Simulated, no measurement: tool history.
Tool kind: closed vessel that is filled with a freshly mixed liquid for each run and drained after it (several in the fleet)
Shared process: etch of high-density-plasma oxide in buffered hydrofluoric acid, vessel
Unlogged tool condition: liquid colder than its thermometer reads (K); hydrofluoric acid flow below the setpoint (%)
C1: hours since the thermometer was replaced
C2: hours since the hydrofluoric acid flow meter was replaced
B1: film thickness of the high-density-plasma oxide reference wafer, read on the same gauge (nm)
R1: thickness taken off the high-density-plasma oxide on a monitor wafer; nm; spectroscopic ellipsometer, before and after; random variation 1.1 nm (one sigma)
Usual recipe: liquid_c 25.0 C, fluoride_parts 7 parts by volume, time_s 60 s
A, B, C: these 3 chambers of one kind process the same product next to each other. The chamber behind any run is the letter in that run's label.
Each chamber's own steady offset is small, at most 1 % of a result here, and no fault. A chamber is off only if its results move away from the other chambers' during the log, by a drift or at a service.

Run 1C, day 0.442: usual settings; C1 1233.6; C2 1034.8; B1 29.992. Result: R1 245.06 nm.
Run 2B, day 0.904: usual settings; C1 2258.0; C2 1107.8; B1 29.990. Result: R1 242.84 nm.
Run 3A, day 1.183: usual settings; C1 342.8; C2 346.4; B1 30.029. Result: R1 242.23 nm.
Run 4B, day 1.492: usual settings; C1 2272.1; C2 1121.9; B1 29.996. Result: R1 243.55 nm.
Run 5A, day 1.733: usual settings; C1 356.0; C2 359.6; B1 30.007. Result: R1 241.22 nm.
Run 6C, day 1.967: usual settings but liquid_c 29.5 C, time_s 95 s; C1 1270.2; C2 1071.4; B1 30.006. Result: R1 488.76 nm.
Run 7A, day 2.221: usual settings but liquid_c 29.5 C, time_s 95 s; C1 367.7; C2 371.3; B1 30.012. Result: R1 489.04 nm.
Run 8C, day 2.533: usual settings but liquid_c 29.5 C, time_s 95 s; C1 1283.8; C2 1085.0; B1 29.983. Result: R1 487.52 nm.
At day 2.754: chamber C: hydrofluoric acid flow meter replaced.
Run 9B, day 2.942: usual settings; C1 2306.9; C2 1156.7; B1 30.024. Result: R1 243.80 nm.
Run 10B, day 3.212: usual settings; C1 2313.4; C2 1163.2; B1 30.006. Result: R1 244.18 nm.
Run 11A, day 3.621: usual settings; C1 401.3; C2 404.9; B1 29.983. Result: R1 240.94 nm.
Run 12C, day 3.846: usual settings; C1 1315.3; C2 26.3; B1 29.997. Result: R1 241.03 nm.
Run 13B, day 4.317: usual settings; C1 2339.9; C2 1189.7; B1 30.006. Result: R1 243.26 nm.
Run 14C, day 4.579: usual settings; C1 1332.9; C2 43.9; B1 30.012. Result: R1 238.95 nm.
Run 15A, day 4.971: usual settings but time_s 50 s; C1 433.7; C2 437.3; B1 29.982. Result: R1 200.55 nm.
Run 16C, day 5.279: usual settings but time_s 50 s; C1 1349.7; C2 60.7; B1 29.977. Result: R1 196.90 nm.
Run 17A, day 5.750: usual settings but time_s 50 s; C1 452.4; C2 456.0; B1 29.984. Result: R1 203.02 nm.
Run 18B, day 6.150: usual settings; C1 2383.9; C2 1233.7; B1 30.009. Result: R1 243.71 nm.
Run 19B, day 6.621: usual settings; C1 2395.2; C2 1245.0; B1 30.013. Result: R1 244.74 nm.
Run 20C, day 7.000: usual settings; C1 1391.0; C2 102.0; B1 29.979. Result: R1 234.68 nm.
Run 21A, day 7.279: usual settings; C1 489.1; C2 492.7; B1 30.021. Result: R1 242.78 nm.
Run 22C, day 7.492: usual settings; C1 1402.8; C2 113.8; B1 29.986. Result: R1 233.88 nm.
Run 23B, day 7.771: usual settings; C1 2422.8; C2 1272.6; B1 29.989. Result: R1 245.32 nm.
At day 7.900: chamber B: hydrofluoric acid flow meter replaced.
Run 24A, day 8.021: usual settings; C1 506.9; C2 510.5; B1 29.999. Result: R1 243.14 nm.
Run 25A, day 8.312: usual settings; C1 513.9; C2 517.5; B1 30.005. Result: R1 240.31 nm.
Run 26C, day 8.758: usual settings; C1 1433.2; C2 144.2; B1 29.996. Result: R1 230.41 nm.
Run 27B, day 9.196: usual settings; C1 2457.0; C2 31.1; B1 30.022. Result: R1 244.10 nm.

Does one chamber stand apart from the rest, does the shared gauge drift, or is all well apart from small per-chamber offsets? Give the chamber and the most likely cause, where there is one.

Chamber C drifts away from the others.
Likeliest cause: liquid colder than its thermometer reads (K) = 1.2.

Chamber C could run next with any of the 4 candidate recipes listed below; each alters the usual settings, and their results appear as question marks. Which one brings its results back in line with what the other chambers deliver on the usual settings?
In-line tolerance around the mean of the other chambers on the usual settings: R1 3.90 nm
Run 28C-1, day 9.533: usual settings but liquid_c 26.0 C. Result: R1 ?.
Run 28C-2, day 9.533: usual settings but liquid_c 23.0 C. Result: R1 ?.
Run 28C-3, day 9.533: usual settings but liquid_c 24.0 C. Result: R1 ?.
Run 28C-4, day 9.533: usual settings but liquid_c 25.5 C, time_s 65 s. Result: R1 ?.

The mean the other chambers reach with the usual settings: R1 243.16 nm
  run      R1
28C-1  242.16
28C-2  205.06
28C-3  216.79
28C-4  255.32
28C-1 puts the chamber back in line with the other chambers.
